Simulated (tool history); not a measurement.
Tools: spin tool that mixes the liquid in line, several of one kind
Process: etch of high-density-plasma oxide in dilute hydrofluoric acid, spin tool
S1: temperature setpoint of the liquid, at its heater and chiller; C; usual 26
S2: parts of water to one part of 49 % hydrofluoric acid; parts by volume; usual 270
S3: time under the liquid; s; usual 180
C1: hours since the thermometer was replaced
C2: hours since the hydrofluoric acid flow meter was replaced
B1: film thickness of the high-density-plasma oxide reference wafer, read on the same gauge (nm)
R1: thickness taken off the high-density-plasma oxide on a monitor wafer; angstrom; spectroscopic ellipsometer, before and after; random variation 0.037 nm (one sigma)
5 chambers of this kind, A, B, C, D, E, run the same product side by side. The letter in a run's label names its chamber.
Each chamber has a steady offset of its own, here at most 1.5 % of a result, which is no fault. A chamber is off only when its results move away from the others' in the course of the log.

run	hour	S1	S2	S3	C1	C2	B1	R1
1A	14.4	26	270	180	283.0	240.5	29.995	38.114
2B	25.3	26	270	180	1809.7	763.5	30.040	37.969
3E	33.7	26	270	180	853.4	602.5	30.021	36.556
4C	49.2	26	270	180	417.9	226.3	30.010	37.292
5D	58.4	26	270	180	1350.4	438.5	29.994	37.670
6E	73.7	26	270	110	893.4	642.5	30.014	23.255
7C	85.7	26	270	110	454.4	262.8	30.014	22.984
8A	93.2	26	270	110	361.8	319.3	30.017	23.142
9D	108.3	26	270	110	1400.3	488.4	29.994	22.778
10B	116.9	26	270	110	1901.3	855.1	30.027	23.386
11E	130.0	26	270	180	949.7	698.8	29.988	37.035
12D	137.5	26	270	180	1429.5	517.6	30.018	37.767
13C	149.7	26	270	180	518.4	326.8	29.993	38.087
14A	161.2	26	270	180	429.8	387.3	30.001	37.420
# hour 171.9: chamber A: thermometer replaced
15B	176.2	26	270	180	1960.6	914.4	29.994	38.354
16B	188.7	26	395	95	1973.1	926.9	29.985	11.970
17A	202.2	26	395	95	30.4	428.3	29.997	11.847
18E	217.0	26	395	95	1036.7	785.8	30.018	12.126
19D	231.4	26	395	95	1523.4	611.5	29.984	12.097
20C	244.1	26	395	95	612.8	421.2	29.967	11.937
21D	256.9	26	270	180	1548.9	637.0	29.985	38.034
22C	268.9	26	270	180	637.6	446.0	29.990	36.734
23B	276.8	26	270	180	2061.2	1015.0	29.996	38.049
24E	291.6	26	270	180	1111.3	860.4	30.034	39.442
25A	304.9	26	270	180	133.1	531.0	30.019	37.296
# hour 308.9: chamber D: hydrofluoric acid flow meter replaced
26E	318.6	26	270	180	1138.3	887.4	29.970	40.337
27A	328.8	26	270	180	157.0	554.9	29.996	37.444
28B	336.0	26	270	180	2120.4	1074.2	30.013	37.673
29C	346.9	26	270	180	715.6	524.0	30.022	37.183
30D	355.6	29	270	180	1647.6	46.7	30.005	42.122
31E	362.4	29	270	180	1182.1	931.2	29.991	43.444
32C	375.7	29	270	180	744.4	552.8	29.976	40.805
33A	384.5	29	270	180	212.7	610.6	30.009	41.720
34D	395.9	29	270	180	1687.9	87.0	30.019	42.088
35B	407.8	26	270	180	2192.2	1146.0	29.988	37.554
36D	417.3	26	270	180	1709.3	108.4	30.001	37.834
37A	432.1	26	270	180	260.3	658.2	30.007	37.927
38B	439.8	26	155	180	2224.2	1178.0	30.013	75.878
39C	446.6	26	155	180	815.3	623.7	29.993	75.988
40E	461.2	26	155	180	1280.9	1030.0	29.990	82.906
41D	471.2	26	155	180	1763.2	162.3	30.015	75.725
42C	485.1	26	155	180	853.8	662.2	29.993	75.093

Next, every chamber runs the same settings. What will each give?
43A	496.3	26	160	180				?
43B	496.3	26	160	180				?
43C	496.3	26	160	180				?
43D	496.3	26	160	180				?
43E	496.3	26	160	180				?

run	R1
43A	71.868
43B	72.449
43C	70.860
43D	71.786
43E	81.543
